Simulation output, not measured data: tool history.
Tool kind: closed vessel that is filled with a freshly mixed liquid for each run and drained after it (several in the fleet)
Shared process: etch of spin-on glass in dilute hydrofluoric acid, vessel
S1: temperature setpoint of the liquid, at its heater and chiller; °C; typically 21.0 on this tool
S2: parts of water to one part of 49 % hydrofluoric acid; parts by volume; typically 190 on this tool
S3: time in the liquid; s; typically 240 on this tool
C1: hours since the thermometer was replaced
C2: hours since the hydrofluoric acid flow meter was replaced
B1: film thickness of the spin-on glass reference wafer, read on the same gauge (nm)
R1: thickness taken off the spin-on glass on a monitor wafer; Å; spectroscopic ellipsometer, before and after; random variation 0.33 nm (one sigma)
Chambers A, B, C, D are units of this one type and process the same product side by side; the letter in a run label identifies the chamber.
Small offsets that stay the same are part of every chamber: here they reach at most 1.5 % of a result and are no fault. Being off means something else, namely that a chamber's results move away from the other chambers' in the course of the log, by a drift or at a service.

-- day=0.108 chamber D: hydrofluoric acid flow meter replaced
run 1D day=0.233 | S1=21.0 S2=190 S3=240 | C1=107.8 C2=3.1 | B1=69.948 | R1=433.39
run 2A day=0.475 | S1=21.0 S2=190 S3=240 | C1=1142.0 C2=84.1 | B1=69.965 | R1=434.13
run 3B day=0.679 | S1=21.0 S2=190 S3=240 | C1=879.9 C2=937.9 | B1=69.970 | R1=429.93
run 4C day=0.929 | S1=21.0 S2=190 S3=240 | C1=802.8 C2=811.0 | B1=70.025 | R1=429.41
run 5D day=1.179 | S1=21.0 S2=190 S3=240 | C1=130.5 C2=25.8 | B1=70.004 | R1=433.79
run 6C day=1.325 | S1=21.0 S2=190 S3=240 | C1=812.3 C2=820.5 | B1=70.021 | R1=434.03
run 7A day=1.588 | S1=21.0 S2=190 S3=240 | C1=1168.7 C2=110.8 | B1=69.978 | R1=438.28
run 8B day=1.729 | S1=21.0 S2=190 S3=240 | C1=905.1 C2=963.1 | B1=69.971 | R1=435.71
run 9A day=1.908 | S1=21.0 S2=190 S3=240 | C1=1176.4 C2=118.5 | B1=70.003 | R1=437.62
run 10D day=2.079 | S1=21.0 S2=190 S3=240 | C1=152.1 C2=47.4 | B1=70.007 | R1=427.49
run 11B day=2.275 | S1=21.0 S2=190 S3=240 | C1=918.2 C2=976.2 | B1=69.995 | R1=426.62
run 12C day=2.525 | S1=21.0 S2=190 S3=240 | C1=841.1 C2=849.3 | B1=70.013 | R1=437.29
run 13C day=2.746 | S1=21.0 S2=190 S3=240 | C1=846.4 C2=854.6 | B1=70.027 | R1=436.41
run 14D day=2.996 | S1=21.0 S2=190 S3=240 | C1=174.1 C2=69.4 | B1=69.991 | R1=431.21
run 15A day=3.267 | S1=21.0 S2=190 S3=240 | C1=1209.0 C2=151.1 | B1=69.972 | R1=439.51
run 16B day=3.496 | S1=21.0 S2=190 S3=240 | C1=947.5 C2=1005.5 | B1=69.999 | R1=418.51
run 17A day=3.654 | S1=21.0 S2=190 S3=240 | C1=1218.3 C2=160.4 | B1=69.983 | R1=440.91
run 18C day=3.871 | S1=21.0 S2=190 S3=240 | C1=873.4 C2=881.6 | B1=69.998 | R1=433.43
run 19B day=4.071 | S1=21.0 S2=190 S3=240 | C1=961.3 C2=1019.3 | B1=70.038 | R1=403.41
run 20D day=4.258 | S1=17.5 S2=255 S3=240 | C1=204.4 C2=99.7 | B1=69.990 | R1=263.64
run 21D day=4.500 | S1=17.5 S2=255 S3=240 | C1=210.2 C2=105.5 | B1=69.990 | R1=261.77
run 22C day=4.725 | S1=17.5 S2=255 S3=240 | C1=893.9 C2=902.1 | B1=70.030 | R1=266.55
run 23A day=4.871 | S1=17.5 S2=255 S3=240 | C1=1247.5 C2=189.6 | B1=69.946 | R1=270.97
run 24B day=5.083 | S1=24.5 S2=270 S3=240 | C1=985.6 C2=1043.6 | B1=69.978 | R1=295.40
run 25A day=5.229 | S1=24.5 S2=270 S3=240 | C1=1256.1 C2=198.2 | B1=70.022 | R1=321.21

Predict what each chamber gives when all 4 of them run the settings below next.
run 26A day=5.429 | S1=21.0 S2=190 S3=240 | R1=?
run 26B day=5.429 | S1=21.0 S2=190 S3=240 | R1=?
run 26C day=5.429 | S1=21.0 S2=190 S3=240 | R1=?
run 26D day=5.429 | S1=21.0 S2=190 S3=240 | R1=?

run=26A R1=441.31
run=26B R1=397.50
run=26C R1=436.22
run=26D R1=422.51
